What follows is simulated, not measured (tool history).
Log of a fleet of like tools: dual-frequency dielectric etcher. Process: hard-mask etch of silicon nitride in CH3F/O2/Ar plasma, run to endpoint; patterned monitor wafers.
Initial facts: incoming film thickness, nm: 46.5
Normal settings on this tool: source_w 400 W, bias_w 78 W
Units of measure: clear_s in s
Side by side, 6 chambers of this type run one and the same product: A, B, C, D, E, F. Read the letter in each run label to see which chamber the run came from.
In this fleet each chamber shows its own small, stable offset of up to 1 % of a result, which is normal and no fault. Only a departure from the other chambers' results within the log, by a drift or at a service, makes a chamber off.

run   hour  source_w  bias_w  hours since the last wet clean  hours since the last source power generator calibration  hours since the last bias power generator calibration  clear_s
 1D    4.2       400      78                           274.7                                                   1538.7                                                  664.2   64.968
 2F    6.7       400      78                           556.1                                                    479.6                                                   2158   64.108
 3B    9.8       400      78                            75.3                                                    570.6                                                  339.6   65.328
 4C   12.9       400      78                           411.3                                                   1459.3                                                 1237.6   64.924
 5E   16.7       400      78                           377.5                                                   2369.9                                                  579.4   65.791
      18.7  -- chamber E: source power generator calibrated
 6A   19.6       400      78                           563.7                                                     1543                                                    294   64.898
 7D   22.4       400      78                           292.9                                                   1556.9                                                  682.4   65.404
 8A   26.6       400      78                           570.7                                                     1550                                                    301     65.5
 9E   28.8       400      78                           389.6                                                     10.1                                                  591.5   65.197
      31.9  -- chamber F: wet clean of the chamber
10F   33.4       400      91                             1.5                                                    506.3                                                 2184.7   61.131
11B     37       400      91                           102.5                                                    597.8                                                  366.8   62.242
12C   39.2       400      91                           437.6                                                   1485.6                                                 1263.9   62.428
13C     43       400      91                           441.4                                                   1489.4                                                 1267.7   62.235
14E   47.2       400      91                             408                                                     28.5                                                  609.9   61.482
15D   49.4       400      91                           319.9                                                   1583.9                                                  709.4   61.732
16A   53.7       400      78                           597.8                                                   1577.1                                                  328.1   65.631
17F   56.3       400      78                            24.4                                                    529.2                                                 2207.6   64.592
18B   60.2       400      78                           125.7                                                      621                                                    390   65.434
19D   63.7       400      78                           334.2                                                   1598.2                                                  723.7   64.642
20A   66.8       400      78                           610.9                                                   1590.2                                                  341.2   65.007
21F   70.2       400      78                            38.3                                                    543.1                                                 2221.5   64.212
22C   73.3       400      78                           471.7                                                   1519.7                                                   1298   66.285
23E   77.2       400      78                             438                                                     58.5                                                  639.9   65.583
        78  -- chamber C: wet clean of the chamber
24B   80.9       400      78                           146.4                                                    641.7                                                  410.7   65.702
25E   83.6       400      78                           444.4                                                     64.9                                                  646.3   65.286
26B   86.6       400      78                           152.1                                                    647.4                                                  416.4   64.676
27D   91.1       400      78                           361.6                                                   1625.6                                                  751.1   65.289
28A   94.8       470      78                           638.9                                                   1618.2                                                  369.2   62.174
29F   97.4       470      78                            65.5                                                    570.3                                                 2248.7   60.765
      98.8  -- chamber A: wet clean of the chamber
30C   99.7       470      78                            21.7                                                   1546.1                                                 1324.4   61.932
31E    104       470      78                           464.8                                                     85.3                                                  666.7   61.644
32D  106.3       470      78                           376.8                                                   1640.8                                                  766.3   61.277
33B  108.9       470      78                           174.4                                                    669.7                                                  438.7   61.934
34A    111       400      78                            12.2                                                   1634.4                                                  385.4   64.789
35C    115       400      78                              37                                                   1561.4                                                 1339.7   65.696
36F  118.9       400      78                              87                                                    591.8                                                 2270.2   65.506
37E  121.8       400      78                           482.6                                                    103.1                                                  684.5   64.837

Is one chamber off against the others, does the gauge drift, or is nothing wrong? If a chamber is off, say which, and what the likeliest cause is.

Nothing is wrong: each chamber keeps only its own small, steady offset and the gauge holds still.

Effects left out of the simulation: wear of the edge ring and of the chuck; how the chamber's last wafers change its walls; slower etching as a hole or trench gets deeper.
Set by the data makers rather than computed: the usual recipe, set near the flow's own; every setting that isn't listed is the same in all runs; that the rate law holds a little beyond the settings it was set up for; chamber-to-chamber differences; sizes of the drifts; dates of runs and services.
